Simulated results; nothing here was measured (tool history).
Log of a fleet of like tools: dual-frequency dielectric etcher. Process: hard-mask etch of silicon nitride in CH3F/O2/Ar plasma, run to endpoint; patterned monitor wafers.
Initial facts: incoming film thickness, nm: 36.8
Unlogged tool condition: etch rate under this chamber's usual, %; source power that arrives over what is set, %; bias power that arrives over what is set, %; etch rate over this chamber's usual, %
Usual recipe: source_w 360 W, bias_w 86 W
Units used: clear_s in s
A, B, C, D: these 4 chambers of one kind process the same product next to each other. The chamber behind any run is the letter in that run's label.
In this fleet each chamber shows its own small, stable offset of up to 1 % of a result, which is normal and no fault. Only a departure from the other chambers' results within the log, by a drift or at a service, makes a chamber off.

run,hour,source_w,bias_w,hours since the last wet clean,hours since the last source power generator calibration,hours since the last bias power generator calibration,clear_s
1B,3.8,360,86,493.7,1901.5,2261.7,52.469
2C,7.6,360,86,363.1,611,1753.9,52.285
# hour 10.1: chamber B: wet clean of the chamber
3D,11.8,360,86,276.2,3320.6,1304.9,52.39
4A,19.1,360,86,223,320.8,2268.7,52.516
5B,24.8,360,86,14.8,1922.5,2282.7,52.256
6D,31,360,86,295.4,3339.8,1324.1,52.153
7A,37.6,360,94,241.5,339.3,2287.2,50.411
8C,44,360,94,399.5,647.4,1790.3,50.826
9A,48.8,360,94,252.7,350.5,2298.4,50.666
10C,54.7,360,94,410.2,658.1,1801,50.49
11B,60.5,360,86,50.5,1958.2,2318.4,52.262
12D,66.4,360,86,330.8,3375.2,1359.5,51.439
13D,71.7,360,86,336.1,3380.5,1364.8,51.665
14C,75.7,330,67,431.2,679.1,1822,58.796
15B,78.9,330,67,68.9,1976.6,2336.8,58.632
16A,84.4,330,67,288.3,386.1,2334,60.08
17C,91.3,330,67,446.8,694.7,1837.6,58.423
# hour 93.4: chamber D: wet clean of the chamber
18A,97.1,360,86,301,398.8,2346.7,53.763
19D,100.3,360,86,6.9,3409.1,1393.4,51.636
20B,104.3,360,86,94.3,2002,2362.2,52.146
21D,111.4,360,86,18,3420.2,1404.5,52.3
22C,117.8,360,86,473.3,721.2,1864.1,51.894
23B,124.6,360,86,114.6,2022.3,2382.5,51.898
24A,129.1,300,79,333,430.8,2378.7,59.825
25C,134.4,300,79,489.9,737.8,1880.7,57.875
26D,137.9,300,79,44.5,3446.7,1431,57.282

What goes on in this fleet: one chamber off, a drifting gauge, or nothing beyond the chambers' own small offsets? Name the chamber and the cause, if any.

One chamber, A, drifts off from the rest bit by bit.
Likeliest cause: etch rate under this chamber's usual, % = 3.58.

Chamber A could run next with any of the 4 candidate recipes listed below; each alters the usual settings, and their results appear as question marks. Which one brings its results back in line with what the other chambers deliver on the usual settings?
To be in line, a result may differ from the other chambers' mean on the usual settings by at most: clear_s 1 s
27A-1,143.1,360,76,,,,?
27A-2,143.1,360,84,,,,?
27A-3,143.1,370,86,,,,?
27A-4,143.1,380,91,,,,?

The other chambers' mean on the usual settings: clear_s 51.984 s
run,clear_s
27A-1,56.708
27A-2,54.752
27A-3,53.747
27A-4,52.155
27A-4 is the one that brings the chamber's results back in line with the other chambers.
